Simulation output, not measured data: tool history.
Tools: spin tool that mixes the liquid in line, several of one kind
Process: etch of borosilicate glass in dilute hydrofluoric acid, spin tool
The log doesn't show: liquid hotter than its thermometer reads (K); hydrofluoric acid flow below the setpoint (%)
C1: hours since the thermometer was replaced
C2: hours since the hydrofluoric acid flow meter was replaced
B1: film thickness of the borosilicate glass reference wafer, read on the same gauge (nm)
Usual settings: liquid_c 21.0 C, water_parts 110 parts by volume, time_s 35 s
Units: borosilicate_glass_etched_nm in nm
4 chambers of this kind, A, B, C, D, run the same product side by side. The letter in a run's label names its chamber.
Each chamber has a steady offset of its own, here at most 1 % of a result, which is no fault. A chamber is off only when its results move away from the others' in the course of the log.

{"run": "1C", "day": 0.288, "liquid_c": 21.0, "water_parts": 110, "time_s": 35, "C1": 1127.0, "C2": 461.0, "B1": 110.0, "borosilicate_glass_etched_nm": 12.565}
{"run": "2A", "day": 0.571, "liquid_c": 21.0, "water_parts": 110, "time_s": 35, "C1": 261.2, "C2": 212.6, "B1": 110.02, "borosilicate_glass_etched_nm": 12.433}
{"run": "3D", "day": 0.771, "liquid_c": 21.0, "water_parts": 110, "time_s": 35, "C1": 927.3, "C2": 545.0, "B1": 109.99, "borosilicate_glass_etched_nm": 12.404}
{"run": "4B", "day": 1.158, "liquid_c": 21.0, "water_parts": 110, "time_s": 35, "C1": 72.8, "C2": 651.9, "B1": 110.02, "borosilicate_glass_etched_nm": 12.226}
{"run": "5B", "day": 1.392, "liquid_c": 23.5, "water_parts": 110, "time_s": 45, "C1": 78.4, "C2": 657.5, "B1": 109.98, "borosilicate_glass_etched_nm": 17.563}
{"run": "6D", "day": 1.708, "liquid_c": 23.5, "water_parts": 110, "time_s": 45, "C1": 949.8, "C2": 567.5, "B1": 110.05, "borosilicate_glass_etched_nm": 17.592}
{"run": "7C", "day": 2.067, "liquid_c": 23.5, "water_parts": 110, "time_s": 45, "C1": 1169.7, "C2": 503.7, "B1": 110.04, "borosilicate_glass_etched_nm": 17.54}
{"run": "8A", "day": 2.333, "liquid_c": 23.5, "water_parts": 110, "time_s": 45, "C1": 303.5, "C2": 254.9, "B1": 109.99, "borosilicate_glass_etched_nm": 17.598}
{"run": "9C", "day": 2.725, "liquid_c": 21.0, "water_parts": 110, "time_s": 35, "C1": 1185.5, "C2": 519.5, "B1": 110.0, "borosilicate_glass_etched_nm": 12.347}
{"run": "10B", "day": 3.004, "liquid_c": 21.0, "water_parts": 110, "time_s": 45, "C1": 117.1, "C2": 696.2, "B1": 109.99, "borosilicate_glass_etched_nm": 15.874}
{"run": "11D", "day": 3.242, "liquid_c": 21.0, "water_parts": 110, "time_s": 45, "C1": 986.6, "C2": 604.3, "B1": 109.99, "borosilicate_glass_etched_nm": 15.938}
{"run": "12A", "day": 3.629, "liquid_c": 21.0, "water_parts": 110, "time_s": 45, "C1": 334.6, "C2": 286.0, "B1": 109.97, "borosilicate_glass_etched_nm": 16.072}
{"run": "13D", "day": 3.938, "liquid_c": 21.0, "water_parts": 110, "time_s": 45, "C1": 1003.3, "C2": 621.0, "B1": 109.99, "borosilicate_glass_etched_nm": 15.979}
{"run": "14A", "day": 4.317, "liquid_c": 21.0, "water_parts": 110, "time_s": 35, "C1": 351.1, "C2": 302.5, "B1": 110.04, "borosilicate_glass_etched_nm": 12.381}
{"run": "15C", "day": 4.675, "liquid_c": 21.0, "water_parts": 110, "time_s": 35, "C1": 1232.3, "C2": 566.3, "B1": 109.99, "borosilicate_glass_etched_nm": 12.432}
{"run": "16B", "day": 4.858, "liquid_c": 21.0, "water_parts": 145, "time_s": 35, "C1": 161.6, "C2": 740.7, "B1": 110.0, "borosilicate_glass_etched_nm": 8.9895}
{"run": "17A", "day": 5.221, "liquid_c": 21.0, "water_parts": 145, "time_s": 35, "C1": 372.8, "C2": 324.2, "B1": 109.98, "borosilicate_glass_etched_nm": 9.0506}
{"run": "18D", "day": 5.438, "liquid_c": 21.0, "water_parts": 145, "time_s": 35, "C1": 1039.3, "C2": 657.0, "B1": 110.01, "borosilicate_glass_etched_nm": 9.081}
{"run": "19B", "day": 5.721, "liquid_c": 21.0, "water_parts": 145, "time_s": 35, "C1": 182.3, "C2": 761.4, "B1": 110.04, "borosilicate_glass_etched_nm": 8.9652}
{"run": "20C", "day": 5.925, "liquid_c": 21.0, "water_parts": 110, "time_s": 35, "C1": 1262.3, "C2": 596.3, "B1": 110.02, "borosilicate_glass_etched_nm": 12.449}
{"run": "21C", "day": 6.283, "liquid_c": 21.0, "water_parts": 110, "time_s": 35, "C1": 1270.9, "C2": 604.9, "B1": 110.01, "borosilicate_glass_etched_nm": 12.387}
{"run": "22B", "day": 6.588, "liquid_c": 21.0, "water_parts": 110, "time_s": 35, "C1": 203.1, "C2": 782.2, "B1": 109.99, "borosilicate_glass_etched_nm": 12.396}
{"run": "23A", "day": 6.85, "liquid_c": 21.0, "water_parts": 110, "time_s": 35, "C1": 411.9, "C2": 363.3, "B1": 110.0, "borosilicate_glass_etched_nm": 12.28}
{"run": "24D", "day": 7.054, "liquid_c": 21.0, "water_parts": 110, "time_s": 35, "C1": 1078.1, "C2": 695.8, "B1": 110.01, "borosilicate_glass_etched_nm": 12.439}
{"run": "25B", "day": 7.296, "liquid_c": 21.0, "water_parts": 110, "time_s": 35, "C1": 220.1, "C2": 799.2, "B1": 109.98, "borosilicate_glass_etched_nm": 12.352}
{"run": "26D", "day": 7.688, "liquid_c": 21.0, "water_parts": 110, "time_s": 45, "C1": 1093.3, "C2": 711.0, "B1": 110.01, "borosilicate_glass_etched_nm": 15.969}
{"run": "27A", "day": 7.875, "liquid_c": 21.0, "water_parts": 110, "time_s": 45, "C1": 436.5, "C2": 387.9, "B1": 110.0, "borosilicate_glass_etched_nm": 15.75}
{"run": "28C", "day": 8.254, "liquid_c": 21.0, "water_parts": 110, "time_s": 45, "C1": 1318.2, "C2": 652.2, "B1": 109.95, "borosilicate_glass_etched_nm": 15.986}
{"run": "29C", "day": 8.583, "liquid_c": 21.0, "water_parts": 110, "time_s": 45, "C1": 1326.1, "C2": 660.1, "B1": 110.01, "borosilicate_glass_etched_nm": 16.009}
{"run": "30B", "day": 8.912, "liquid_c": 21.0, "water_parts": 110, "time_s": 35, "C1": 258.9, "C2": 838.0, "B1": 109.98, "borosilicate_glass_etched_nm": 12.21}
{"run": "31D", "day": 9.15, "liquid_c": 21.0, "water_parts": 110, "time_s": 35, "C1": 1128.4, "C2": 746.1, "B1": 110.01, "borosilicate_glass_etched_nm": 12.365}
{"run": "32A", "day": 9.342, "liquid_c": 21.0, "water_parts": 110, "time_s": 35, "C1": 471.7, "C2": 423.1, "B1": 109.99, "borosilicate_glass_etched_nm": 12.12}
{"run": "33C", "day": 9.721, "liquid_c": 21.0, "water_parts": 110, "time_s": 35, "C1": 1353.4, "C2": 687.4, "B1": 110.02, "borosilicate_glass_etched_nm": 12.394}

What goes on in this fleet: one chamber off, a drifting gauge, or nothing beyond the chambers' own small offsets? Name the chamber and the cause, if any.

Chamber A drifts away from the others.
Cause: hydrofluoric acid flow below the setpoint (%) = 2.46.
The log may not tell that from: liquid colder than its thermometer reads (K).

Here are 4 candidates for chamber A's next run, each the usual settings with a change, their results left as question marks. Which one brings its results back in line with what the others give on the usual settings?
In line means no further than this from the other chambers' mean on the usual settings: borosilicate_glass_etched_nm 0.1900 nm
{"run": "34A-1", "day": 10.0, "liquid_c": 21.0, "water_parts": 105, "time_s": 35, "borosilicate_glass_etched_nm": "?"}
{"run": "34A-2", "day": 10.0, "liquid_c": 21.0, "water_parts": 115, "time_s": 35, "borosilicate_glass_etched_nm": "?"}
{"run": "34A-3", "day": 10.0, "liquid_c": 21.5, "water_parts": 110, "time_s": 35, "borosilicate_glass_etched_nm": "?"}
{"run": "34A-4", "day": 10.0, "liquid_c": 20.5, "water_parts": 110, "time_s": 35, "borosilicate_glass_etched_nm": "?"}

The other chambers' mean on the usual settings: borosilicate_glass_etched_nm 12.3680 nm
run=34A-1 borosilicate_glass_etched_nm=12.7450
run=34A-2 borosilicate_glass_etched_nm=11.5210
run=34A-3 borosilicate_glass_etched_nm=12.3460
run=34A-4 borosilicate_glass_etched_nm=11.8680
34A-3 brings the chamber back in line.
